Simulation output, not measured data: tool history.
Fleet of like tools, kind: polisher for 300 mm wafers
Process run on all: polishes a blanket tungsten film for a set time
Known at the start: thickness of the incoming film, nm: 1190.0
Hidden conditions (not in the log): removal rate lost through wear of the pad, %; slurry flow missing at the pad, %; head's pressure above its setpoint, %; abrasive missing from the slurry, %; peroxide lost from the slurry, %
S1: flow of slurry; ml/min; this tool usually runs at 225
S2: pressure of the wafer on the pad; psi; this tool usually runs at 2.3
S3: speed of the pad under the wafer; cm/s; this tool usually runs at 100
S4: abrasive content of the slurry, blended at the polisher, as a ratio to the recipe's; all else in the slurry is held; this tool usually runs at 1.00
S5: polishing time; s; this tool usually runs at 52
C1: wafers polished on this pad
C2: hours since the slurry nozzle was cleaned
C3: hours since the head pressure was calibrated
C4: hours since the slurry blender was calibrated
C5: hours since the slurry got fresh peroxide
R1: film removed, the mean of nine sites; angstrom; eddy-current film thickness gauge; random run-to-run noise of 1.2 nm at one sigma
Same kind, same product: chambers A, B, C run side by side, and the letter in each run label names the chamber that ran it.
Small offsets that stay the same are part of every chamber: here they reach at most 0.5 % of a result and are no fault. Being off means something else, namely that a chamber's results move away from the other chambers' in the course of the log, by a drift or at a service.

run    day   S1   S2   S3    S4  S5    C1     C2      C3     C4     C5      R1
     0.196  -- chamber C: worn pad replaced by a new one
 1C  0.338  225  2.3  100  1.00  52    43  332.1  1072.5  157.7   60.9  1808.0
     0.642  -- chamber B: worn pad replaced by a new one
 2A  0.692  225  2.3  100  1.00  52   272   80.8    25.7  123.6   63.5  1802.2
 3B  1.067  225  2.3  100  1.00  52   126  303.1   124.9  289.1  177.1  1818.4
     1.379  -- chamber B: slurry tank refilled with fresh slurry and peroxide
 4B  1.404  225  2.3  100  1.00  52   226  311.2   133.0  297.2    0.7  1819.5
 5C  1.658  225  2.3  100  1.00  52   434  363.8  1104.2  189.4   92.6  1819.1
 6A  1.829  225  2.3  100  1.00  52   610  108.1    53.0  150.9   90.8  1797.2
 7A  2.171  225  2.3  100  1.00  52   711  116.3    61.2  159.1   99.0  1833.3
     2.321  -- chamber A: slurry blender recalibrated
 8C  2.446  225  2.3  100  1.00  52   667  382.7  1123.1  208.3  111.5  1819.9
     2.458  -- chamber B: slurry blender recalibrated
     2.608  -- chamber A: slurry tank refilled with fresh slurry and peroxide
 9B  2.621  225  2.3  100  1.00  52   587  340.4   162.2    3.9   29.9  1817.1
10C  2.854  225  2.3  100  1.00  52   789  392.5  1132.9  218.1  121.3  1824.1
11A  3.150  225  2.3  100  1.00  52  1001  139.8    84.7   19.9   13.1  1830.7
     3.354  -- chamber A: worn pad replaced by a new one
     3.371  -- chamber C: worn pad replaced by a new one
12B  3.392  225  2.3  100  1.00  52   815  358.9   180.7   22.4   48.4  1838.6
13C  3.767  225  2.3  100  1.00  52   118  414.4  1154.8  240.0  143.2  1805.4
14A  3.958  225  2.3  100  1.00  52   179  159.2   104.1   39.3   32.5  1810.2
     4.117  -- chamber B: worn pad replaced by a new one
15B  4.150  225  2.3  100  1.00  52     9  377.1   198.9   40.6   66.6  1833.3
16B  4.512  150  2.3  100  1.00  52   117  385.8   207.6   49.3   75.3  1727.8
17A  4.679  150  2.3  100  1.00  52   393  176.5   121.4   56.6   49.8  1704.8
18C  4.850  150  2.3  100  1.00  52   439  440.4  1180.8  266.0  169.2  1718.7
     5.017  -- chamber C: slurry tank refilled with fresh slurry and peroxide
19C  5.125  225  2.3  100  1.00  52   520  447.0  1187.4  272.6    2.6  1816.7
     5.158  -- chamber C: slurry nozzle cleaned
20A  5.329  225  2.3  100  1.00  52   586  192.1   137.0   72.2   65.4  1797.9
21B  5.496  225  2.3  100  1.00  52   408  409.4   231.2   72.9   98.9  1840.9
22C  5.850  280  2.3  100  1.25  52   735   16.7  1204.8  290.0   20.0  1954.3

The same settings go to every chamber for the next run, one line per chamber below. Forecast the results for each:
23A  6.121  225  2.3  100  1.00  52                       ?
23B  6.121  225  2.3  100  1.00  52                       ?
23C  6.121  225  2.3  100  1.00  52                       ?

run      R1
23A  1790.7
23B  1817.0
23C  1818.9

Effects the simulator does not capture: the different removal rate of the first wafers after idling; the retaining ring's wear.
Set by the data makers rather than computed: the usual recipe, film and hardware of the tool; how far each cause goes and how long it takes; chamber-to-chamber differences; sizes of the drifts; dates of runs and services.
